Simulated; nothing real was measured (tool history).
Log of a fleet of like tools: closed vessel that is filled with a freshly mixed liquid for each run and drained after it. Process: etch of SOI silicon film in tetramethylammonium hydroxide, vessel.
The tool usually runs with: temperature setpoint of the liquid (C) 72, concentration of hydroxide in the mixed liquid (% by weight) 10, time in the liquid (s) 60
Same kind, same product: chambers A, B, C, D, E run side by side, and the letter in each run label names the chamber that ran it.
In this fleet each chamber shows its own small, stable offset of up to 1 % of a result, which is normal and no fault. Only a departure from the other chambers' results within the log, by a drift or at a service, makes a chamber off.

| run | day | temperature setpoint of the liquid (C) | concentration of hydroxide in the mixed liquid (% by weight) | time in the liquid (s) | read-back film thickness of the SOI silicon film reference wafer, read on the same gauge (nm) | thickness taken off the SOI silicon film on a monitor wafer (angstrom) |
|---|---|---|---|---|---|---|
| 1D | 0.25 | 72 | 10 | 60 | 70.011 | 4712.8 |
| 2C | 0.412 | 72 | 10 | 60 | 69.997 | 4665.9 |
| 3A | 0.533 | 72 | 10 | 60 | 70.01 | 4618.6 |
| 4E | 0.654 | 72 | 10 | 60 | 70.026 | 4637.9 |
| 5B | 0.908 | 72 | 10 | 60 | 69.991 | 4635.2 |
| 6A | 1.058 | 72 | 10 | 60 | 70.013 | 4629.9 |
| 7C | 1.275 | 72 | 10 | 60 | 69.999 | 4703.7 |
| 8D | 1.412 | 72 | 10 | 60 | 70.029 | 4692.1 |
| 9E | 1.596 | 72 | 10 | 60 | 69.986 | 4618.4 |
| 10B | 1.729 | 72 | 10 | 60 | 70.005 | 4622 |
| 11E | 1.858 | 72 | 10 | 60 | 69.995 | 4646.2 |
| 12C | 2.117 | 72 | 10 | 60 | 70.012 | 4700.5 |
| 13D | 2.296 | 72 | 10 | 60 | 69.952 | 4690.5 |
| 14B | 2.562 | 72 | 10 | 60 | 69.977 | 4638 |
| 15A | 2.804 | 72 | 10 | 60 | 69.992 | 4612 |
| 16E | 2.942 | 72 | 10 | 60 | 69.991 | 4616.1 |
| 17D | 3.096 | 72 | 10 | 60 | 69.992 | 4722.6 |
| 18C | 3.258 | 72 | 10 | 60 | 70.005 | 4648.6 |
| 19A | 3.438 | 72 | 10 | 60 | 70.035 | 4628.9 |
| 20B | 3.654 | 72 | 7 | 40 | 70.013 | 3496.8 |
| 21C | 3.896 | 72 | 7 | 40 | 70.048 | 3513.5 |
| 22A | 4.117 | 72 | 7 | 40 | 69.986 | 3509.2 |
| 23D | 4.242 | 72 | 7 | 40 | 70.043 | 3547 |
| 24E | 4.367 | 72 | 7 | 40 | 70.001 | 3445.6 |
| 25B | 4.596 | 72 | 10 | 60 | 70.034 | 4634.1 |
| 26A | 4.729 | 72 | 10 | 60 | 70.03 | 4619.1 |
| 27D | 4.954 | 72 | 10 | 60 | 69.99 | 4704.1 |
| 28E | 5.179 | 72 | 10 | 60 | 70.019 | 4505.6 |
| 29C | 5.3 | 72 | 10 | 60 | 69.957 | 4670.1 |
| 30B | 5.438 | 72 | 10 | 60 | 70.001 | 4631.2 |
| 31A | 5.6 | 72 | 10 | 60 | 70.03 | 4614.1 |
| 32D | 5.738 | 72 | 10 | 60 | 69.998 | 4702.9 |
| 33E | 5.879 | 72 | 10 | 60 | 70.036 | 4497.8 |
| 34C | 6.088 | 72 | 10 | 60 | 70.02 | 4680.4 |
| 35B | 6.283 | 72 | 10 | 60 | 69.996 | 4655 |
| 36E | 6.404 | 72 | 10 | 60 | 69.999 | 4468.8 |
| 37B | 6.621 | 72 | 10 | 60 | 70.023 | 4652.1 |
| 38D | 6.892 | 72 | 10 | 60 | 70.048 | 4688.5 |
| 39A | 7.029 | 72 | 10 | 60 | 70.009 | 4657.4 |
| 40C | 7.233 | 72 | 8.5 | 60 | 69.994 | 4943.3 |
| 41B | 7.367 | 72 | 8.5 | 60 | 69.957 | 4922.6 |
| 42E | 7.592 | 72 | 8.5 | 60 | 70.015 | 4739.8 |
| 43D | 7.829 | 72 | 8.5 | 60 | 70.01 | 5027.4 |
| 44C | 8.05 | 72 | 8.5 | 60 | 70.035 | 4953.3 |

Which is it: a chamber that has drifted or been left off by a service, a gauge drift common to all chambers, or only each chamber's usual small offset? If a chamber is off, name it and its likeliest cause.

Chamber E drifts away from the others.
Cause: liquid colder than its thermometer reads (K) = 0.846.

Which of the 4 candidates below, each the usual settings with something changed and its results left as question marks, puts chamber E back in line with what the other chambers give on the usual settings?
Maximum distance from the other chambers' mean on the usual settings for a result to count as in line: thickness taken off the SOI silicon film on a monitor wafer (angstrom) 62
| 45E-1 | 8.246 | 72 | 10 | 65 |  | ? |
| 45E-2 | 8.246 | 73 | 10 | 60 |  | ? |
| 45E-3 | 8.246 | 72 | 12.5 | 60 |  | ? |
| 45E-4 | 8.246 | 72 | 11.5 | 60 |  | ? |

Mean of the other chambers on the usual settings: thickness taken off the SOI silicon film on a monitor wafer (angstrom) 4665.4
| run | thickness taken off the SOI silicon film on a monitor wafer (angstrom) |
|---|---|
| 45E-1 | 4779 |
| 45E-2 | 4678.2 |
| 45E-3 | 4056.6 |
| 45E-4 | 4198.2 |
Change 45E-2 lands the chamber within the allowed miss of the other chambers.
